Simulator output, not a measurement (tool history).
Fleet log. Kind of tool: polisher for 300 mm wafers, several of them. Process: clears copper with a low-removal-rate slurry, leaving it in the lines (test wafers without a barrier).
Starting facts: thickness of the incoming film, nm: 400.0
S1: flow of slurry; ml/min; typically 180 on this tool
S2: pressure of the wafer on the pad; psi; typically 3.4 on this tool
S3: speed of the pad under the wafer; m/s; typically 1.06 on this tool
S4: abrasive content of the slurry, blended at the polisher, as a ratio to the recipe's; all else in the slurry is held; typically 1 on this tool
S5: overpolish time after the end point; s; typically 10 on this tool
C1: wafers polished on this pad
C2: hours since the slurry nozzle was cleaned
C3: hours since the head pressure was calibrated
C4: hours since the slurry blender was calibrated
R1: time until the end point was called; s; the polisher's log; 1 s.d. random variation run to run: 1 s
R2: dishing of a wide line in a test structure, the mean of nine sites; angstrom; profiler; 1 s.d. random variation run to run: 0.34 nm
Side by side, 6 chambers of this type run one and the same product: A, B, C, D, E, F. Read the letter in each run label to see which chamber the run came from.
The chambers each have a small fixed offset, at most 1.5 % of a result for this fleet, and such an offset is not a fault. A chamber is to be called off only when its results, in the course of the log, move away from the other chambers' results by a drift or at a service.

run 1A hour=5.2 | S1=180 S2=3.4 S3=1.06 S4=1 S5=10 | C1=622 C2=249.7 C3=53.6 C4=185.1 | R1=98.556 R2=290.32
-- hour=10.2 chamber A: slurry blender recalibrated
run 2E hour=10.3 | S1=180 S2=3.4 S3=1.06 S4=1 S5=10 | C1=978 C2=168.5 C3=406.4 C4=394.1 | R1=99.451 R2=283.39
run 3F hour=13.9 | S1=180 S2=3.4 S3=1.06 S4=1 S5=10 | C1=185 C2=345.3 C3=395.9 C4=65.7 | R1=97.04 R2=289.94
-- hour=19.6 chamber B: worn pad replaced by a new one
run 4B hour=19.6 | S1=180 S2=3.4 S3=1.06 S4=1 S5=10 | C1=0 C2=85.9 C3=323.1 C4=122.4 | R1=96.186 R2=298.16
-- hour=20.5 chamber C: worn pad replaced by a new one
run 5D hour=22.3 | S1=180 S2=3.4 S3=1.06 S4=1 S5=10 | C1=320 C2=357.4 C3=993 C4=97.3 | R1=98.506 R2=294.53
run 6C hour=25.8 | S1=180 S2=3.4 S3=1.06 S4=1 S5=10 | C1=27 C2=188.8 C3=1011 C4=124 | R1=99.166 R2=288.91
run 7D hour=29.9 | S1=180 S2=3.4 S3=1.06 S4=1 S5=10 | C1=359 C2=365 C3=1000.6 C4=104.9 | R1=98.748 R2=298.27
-- hour=31 chamber E: worn pad replaced by a new one
run 8F hour=34.3 | S1=180 S2=3.4 S3=1.06 S4=1 S5=10 | C1=290 C2=365.7 C3=416.3 C4=86.1 | R1=98.226 R2=293.56
-- hour=35.7 chamber A: worn pad replaced by a new one
run 9B hour=40.1 | S1=180 S2=3.4 S3=1.06 S4=1 S5=10 | C1=104 C2=106.4 C3=343.6 C4=142.9 | R1=97.912 R2=290.52
run 10A hour=43.3 | S1=235 S2=3.4 S3=1.06 S4=0.8 S5=10 | C1=39 C2=287.8 C3=91.7 C4=33.2 | R1=100.35 R2=285.2
run 11C hour=46.6 | S1=235 S2=3.4 S3=1.06 S4=0.8 S5=10 | C1=133 C2=209.6 C3=1031.8 C4=144.8 | R1=101.19 R2=292.57
-- hour=51.7 chamber D: head pressure recalibrated
run 12E hour=51.9 | S1=235 S2=3.4 S3=1.06 S4=0.8 S5=10 | C1=106 C2=210.1 C3=448 C4=435.7 | R1=97.933 R2=291.98
-- hour=54 chamber E: slurry blender recalibrated
run 13D hour=57.1 | S1=235 S2=3.4 S3=1.06 S4=0.8 S5=10 | C1=498 C2=392.2 C3=5.4 C4=132.1 | R1=108.15 R2=263.65
run 14C hour=61 | S1=235 S2=3.4 S3=1.06 S4=0.8 S5=10 | C1=207 C2=224 C3=1046.2 C4=159.2 | R1=98.502 R2=290.72
run 15A hour=64.2 | S1=235 S2=3.4 S3=1.06 S4=0.8 S5=10 | C1=146 C2=308.7 C3=112.6 C4=54.1 | R1=98.405 R2=283.05
run 16F hour=67.1 | S1=180 S2=3.4 S3=1.06 S4=1 S5=10 | C1=457 C2=398.5 C3=449.1 C4=118.9 | R1=97.358 R2=295.47
run 17E hour=72.5 | S1=180 S2=3.4 S3=1.06 S4=1 S5=10 | C1=212 C2=230.7 C3=468.6 C4=18.6 | R1=95.459 R2=288.92
run 18B hour=76.1 | S1=180 S2=3.4 S3=1.06 S4=1 S5=10 | C1=288 C2=142.4 C3=379.6 C4=178.9 | R1=97.022 R2=296.74
run 19C hour=81 | S1=180 S2=3.4 S3=1.06 S4=1 S5=10 | C1=309 C2=244 C3=1066.2 C4=179.2 | R1=98.382 R2=295.74
run 20E hour=85.2 | S1=180 S2=3.4 S3=1.06 S4=1 S5=10 | C1=277 C2=243.4 C3=481.3 C4=31.3 | R1=98.574 R2=292.92
run 21D hour=89.6 | S1=180 S2=3.4 S3=1.2 S4=1 S5=13 | C1=664 C2=424.7 C3=37.9 C4=164.6 | R1=95.659 R2=365.65
-- hour=91.6 chamber D: slurry nozzle cleaned
-- hour=93.6 chamber C: head pressure recalibrated
-- hour=94.3 chamber D: slurry blender recalibrated
run 22B hour=94.9 | S1=180 S2=3.4 S3=1.2 S4=1 S5=13 | C1=384 C2=161.2 C3=398.4 C4=197.7 | R1=87.515 R2=414.3
run 23F hour=99.1 | S1=180 S2=3.4 S3=1.2 S4=1 S5=13 | C1=621 C2=430.5 C3=481.1 C4=150.9 | R1=86.234 R2=407.38
run 24A hour=102.5 | S1=180 S2=3.4 S3=1.2 S4=1 S5=13 | C1=341 C2=347 C3=150.9 C4=92.4 | R1=86.989 R2=404.24
run 25D hour=105.9 | S1=180 S2=3.4 S3=1.2 S4=1 S5=13 | C1=747 C2=14.4 C3=54.2 C4=11.7 | R1=95.731 R2=377.28
run 26F hour=110.8 | S1=180 S2=3.4 S3=1.2 S4=1 S5=13 | C1=680 C2=442.2 C3=492.8 C4=162.6 | R1=85.978 R2=413.31
run 27B hour=115.3 | S1=205 S2=3.4 S3=1.06 S4=1.3 S5=10 | C1=488 C2=181.6 C3=418.8 C4=218.1 | R1=88.99 R2=314.83
run 28A hour=119.1 | S1=205 S2=3.4 S3=1.06 S4=1.3 S5=10 | C1=426 C2=363.6 C3=167.5 C4=109 | R1=90.973 R2=298.95
-- hour=121.2 chamber B: worn pad replaced by a new one
run 29C hour=123.4 | S1=205 S2=3.4 S3=1.06 S4=1.3 S5=10 | C1=525 C2=286.4 C3=29.9 C4=221.6 | R1=92.116 R2=312.56
run 30E hour=126.8 | S1=205 S2=3.4 S3=1.06 S4=1.3 S5=10 | C1=489 C2=285 C3=522.9 C4=72.9 | R1=91.791 R2=304.68
run 31C hour=129.8 | S1=205 S2=3.4 S3=1.06 S4=1.3 S5=10 | C1=558 C2=292.8 C3=36.3 C4=228 | R1=91.651 R2=312.36
run 32D hour=135 | S1=205 S2=3.4 S3=1.06 S4=1.3 S5=10 | C1=896 C2=43.5 C3=83.3 C4=40.8 | R1=101.21 R2=287.23
run 33A hour=140.4 | S1=180 S2=3.4 S3=1.06 S4=1 S5=10 | C1=535 C2=384.9 C3=188.8 C4=130.3 | R1=98.41 R2=290.45
run 34B hour=144.2 | S1=180 S2=3.4 S3=1.06 S4=1 S5=10 | C1=117 C2=210.5 C3=447.7 C4=247 | R1=97.995 R2=301.02
run 35E hour=149.3 | S1=180 S2=3.4 S3=1.06 S4=1 S5=10 | C1=604 C2=307.5 C3=545.4 C4=95.4 | R1=97.018 R2=291.17
run 36F hour=154.5 | S1=180 S2=3.4 S3=1.06 S4=1 S5=10 | C1=904 C2=485.9 C3=536.5 C4=206.3 | R1=98.02 R2=296.91
run 37D hour=158.4 | S1=180 S2=3.4 S3=1.06 S4=1 S5=14 | C1=1015 C2=66.9 C3=106.7 C4=64.2 | R1=106.9 R2=358.64
run 38B hour=161.3 | S1=180 S2=3.4 S3=1.06 S4=1 S5=14 | C1=204 C2=227.6 C3=464.8 C4=264.1 | R1=97.916 R2=399.43
-- hour=163.7 chamber F: worn pad replaced by a new one
run 39F hour=164 | S1=180 S2=3.4 S3=1.06 S4=1 S5=14 | C1=1 C2=495.4 C3=546 C4=215.8 | R1=99.901 R2=391.66
run 40A hour=169.1 | S1=180 S2=3.4 S3=1.06 S4=1 S5=14 | C1=681 C2=413.6 C3=217.5 C4=159 | R1=99.32 R2=397.43

Read the log: is a single chamber off, either drifting away or since a service, is the gauge that measures every chamber drifting, or is nothing wrong beyond small per-chamber offsets? Name any odd chamber and what most likely caused it.

Chamber D has stood off from the others ever since a service on it.
Likeliest cause: head's pressure below its setpoint, % = 9.28.

Here are 4 candidates for chamber D's next run, each the usual settings with a change, their results left as question marks. Which one brings its results back in line with what the others give on the usual settings?
Allowed miss from the other chambers' usual-settings mean, per result, to count as in line: R1 3.7 s; R2 12 angstrom
run 41D-1 hour=173.3 | S1=180 S2=3.4 S3=1.08 S4=1 S5=10 | R1=? R2=?
run 41D-2 hour=173.3 | S1=180 S2=3.2 S3=1.02 S4=1 S5=10 | R1=? R2=?
run 41D-3 hour=173.3 | S1=180 S2=3.6 S3=1.1 S4=1 S5=10 | R1=? R2=?
run 41D-4 hour=173.3 | S1=180 S2=3.4 S3=1.04 S4=1 S5=10 | R1=? R2=?

On the usual settings, the other chambers give on average: R1 98.122 s; R2 291.47 angstrom
run=41D-1 R1=105.62 R2=269.87
run=41D-2 R1=118.75 R2=242.28
run=41D-3 R1=97.988 R2=289.26
run=41D-4 R1=109.67 R2=260.91
Change 41D-3 lands the chamber within the allowed miss of the other chambers.
